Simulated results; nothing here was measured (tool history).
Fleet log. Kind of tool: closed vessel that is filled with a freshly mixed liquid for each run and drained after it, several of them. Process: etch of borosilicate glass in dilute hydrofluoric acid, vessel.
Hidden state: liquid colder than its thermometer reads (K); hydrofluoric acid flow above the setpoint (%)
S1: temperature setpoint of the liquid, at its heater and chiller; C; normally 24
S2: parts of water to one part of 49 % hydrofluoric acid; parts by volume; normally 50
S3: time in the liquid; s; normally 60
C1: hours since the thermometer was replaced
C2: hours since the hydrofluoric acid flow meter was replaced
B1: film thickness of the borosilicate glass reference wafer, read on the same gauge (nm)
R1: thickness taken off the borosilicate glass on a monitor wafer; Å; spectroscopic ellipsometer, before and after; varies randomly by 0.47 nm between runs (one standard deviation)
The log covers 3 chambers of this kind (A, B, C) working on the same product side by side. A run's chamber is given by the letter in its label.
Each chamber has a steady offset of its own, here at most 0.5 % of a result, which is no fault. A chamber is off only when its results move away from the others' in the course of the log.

{"run": "1C", "day": 0.208, "S1": 24, "S2": 50, "S3": 60, "C1": 657.6, "C2": 551.6, "B1": 150.01, "R1": 470.68}
{"run": "2A", "day": 0.375, "S1": 24, "S2": 50, "S3": 60, "C1": 491.7, "C2": 105.3, "B1": 149.98, "R1": 469.84}
{"run": "3B", "day": 0.567, "S1": 24, "S2": 50, "S3": 60, "C1": 550.3, "C2": 368.9, "B1": 149.99, "R1": 474.63}
{"run": "4B", "day": 0.8, "S1": 24, "S2": 50, "S3": 60, "C1": 555.9, "C2": 374.5, "B1": 150.02, "R1": 473.51}
{"run": "5C", "day": 1.1, "S1": 24, "S2": 60, "S3": 60, "C1": 679.0, "C2": 573.0, "B1": 149.98, "R1": 397.74}
{"run": "6A", "day": 1.333, "S1": 24, "S2": 60, "S3": 60, "C1": 514.7, "C2": 128.3, "B1": 149.96, "R1": 389.85}
{"run": "7C", "day": 1.612, "S1": 24, "S2": 60, "S3": 60, "C1": 691.3, "C2": 585.3, "B1": 150.03, "R1": 389.98}
{"run": "8A", "day": 1.85, "S1": 24, "S2": 50, "S3": 60, "C1": 527.1, "C2": 140.7, "B1": 149.95, "R1": 466.52}
{"run": "9B", "day": 2.125, "S1": 24, "S2": 50, "S3": 60, "C1": 587.7, "C2": 406.3, "B1": 150.04, "R1": 477.67}
{"run": "10C", "day": 2.312, "S1": 24, "S2": 50, "S3": 60, "C1": 708.1, "C2": 602.1, "B1": 150.01, "R1": 473.56}
{"run": "11B", "day": 2.479, "S1": 24, "S2": 50, "S3": 60, "C1": 596.2, "C2": 414.8, "B1": 150.01, "R1": 471.56}
{"run": "12A", "day": 2.633, "S1": 24, "S2": 50, "S3": 60, "C1": 545.9, "C2": 159.5, "B1": 150.02, "R1": 463.48}
{"run": "13C", "day": 2.783, "S1": 24, "S2": 50, "S3": 60, "C1": 719.4, "C2": 613.4, "B1": 150.04, "R1": 480.0}
{"run": "14B", "day": 2.95, "S1": 24, "S2": 50, "S3": 60, "C1": 607.5, "C2": 426.1, "B1": 150.01, "R1": 474.87}
{"run": "15A", "day": 3.188, "S1": 24, "S2": 50, "S3": 60, "C1": 559.2, "C2": 172.8, "B1": 149.99, "R1": 470.9}
{"run": "16C", "day": 3.475, "S1": 24, "S2": 40, "S3": 75, "C1": 736.0, "C2": 630.0, "B1": 150.0, "R1": 744.85}
{"run": "17B", "day": 3.704, "S1": 24, "S2": 40, "S3": 75, "C1": 625.6, "C2": 444.2, "B1": 149.98, "R1": 767.24}
{"run": "18A", "day": 3.883, "S1": 24, "S2": 40, "S3": 75, "C1": 575.9, "C2": 189.5, "B1": 150.0, "R1": 747.43}
{"run": "19C", "day": 4.054, "S1": 24, "S2": 50, "S3": 60, "C1": 749.9, "C2": 643.9, "B1": 150.0, "R1": 473.02}
{"day": 4.125, "done": "chamber C: thermometer replaced"}
{"run": "20B", "day": 4.262, "S1": 24, "S2": 50, "S3": 60, "C1": 639.0, "C2": 457.6, "B1": 150.01, "R1": 489.93}
{"run": "21A", "day": 4.479, "S1": 21, "S2": 50, "S3": 80, "C1": 590.2, "C2": 203.8, "B1": 150.0, "R1": 555.97}
{"run": "22C", "day": 4.633, "S1": 21, "S2": 50, "S3": 80, "C1": 12.3, "C2": 657.8, "B1": 149.97, "R1": 572.17}
{"run": "23A", "day": 4.917, "S1": 21, "S2": 50, "S3": 80, "C1": 600.7, "C2": 214.3, "B1": 149.95, "R1": 553.52}
{"run": "24B", "day": 5.217, "S1": 24, "S2": 50, "S3": 60, "C1": 661.9, "C2": 480.5, "B1": 150.05, "R1": 505.08}
{"run": "25A", "day": 5.404, "S1": 24, "S2": 50, "S3": 60, "C1": 612.4, "C2": 226.0, "B1": 149.98, "R1": 467.89}
{"run": "26C", "day": 5.7, "S1": 24, "S2": 50, "S3": 60, "C1": 37.9, "C2": 683.4, "B1": 150.01, "R1": 484.92}
{"run": "27B", "day": 5.838, "S1": 24, "S2": 50, "S3": 60, "C1": 676.8, "C2": 495.4, "B1": 149.99, "R1": 511.77}
{"run": "28A", "day": 5.988, "S1": 24, "S2": 50, "S3": 60, "C1": 626.4, "C2": 240.0, "B1": 150.02, "R1": 461.75}
{"run": "29B", "day": 6.171, "S1": 26, "S2": 50, "S3": 90, "C1": 684.8, "C2": 503.4, "B1": 150.02, "R1": 839.74}
{"run": "30C", "day": 6.367, "S1": 26, "S2": 50, "S3": 90, "C1": 53.9, "C2": 699.4, "B1": 150.03, "R1": 785.44}
{"run": "31B", "day": 6.542, "S1": 26, "S2": 50, "S3": 90, "C1": 693.7, "C2": 512.3, "B1": 150.01, "R1": 868.1}
{"run": "32A", "day": 6.708, "S1": 24, "S2": 50, "S3": 60, "C1": 643.7, "C2": 257.3, "B1": 149.96, "R1": 479.45}

All 3 chambers run these settings next. Forecast each chamber's results:
{"run": "33A", "day": 6.925, "S1": 24, "S2": 50, "S3": 40, "R1": "?"}
{"run": "33B", "day": 6.925, "S1": 24, "S2": 50, "S3": 40, "R1": "?"}
{"run": "33C", "day": 6.925, "S1": 24, "S2": 50, "S3": 40, "R1": "?"}

run=33A R1=315.38
run=33B R1=352.63
run=33C R1=318.90
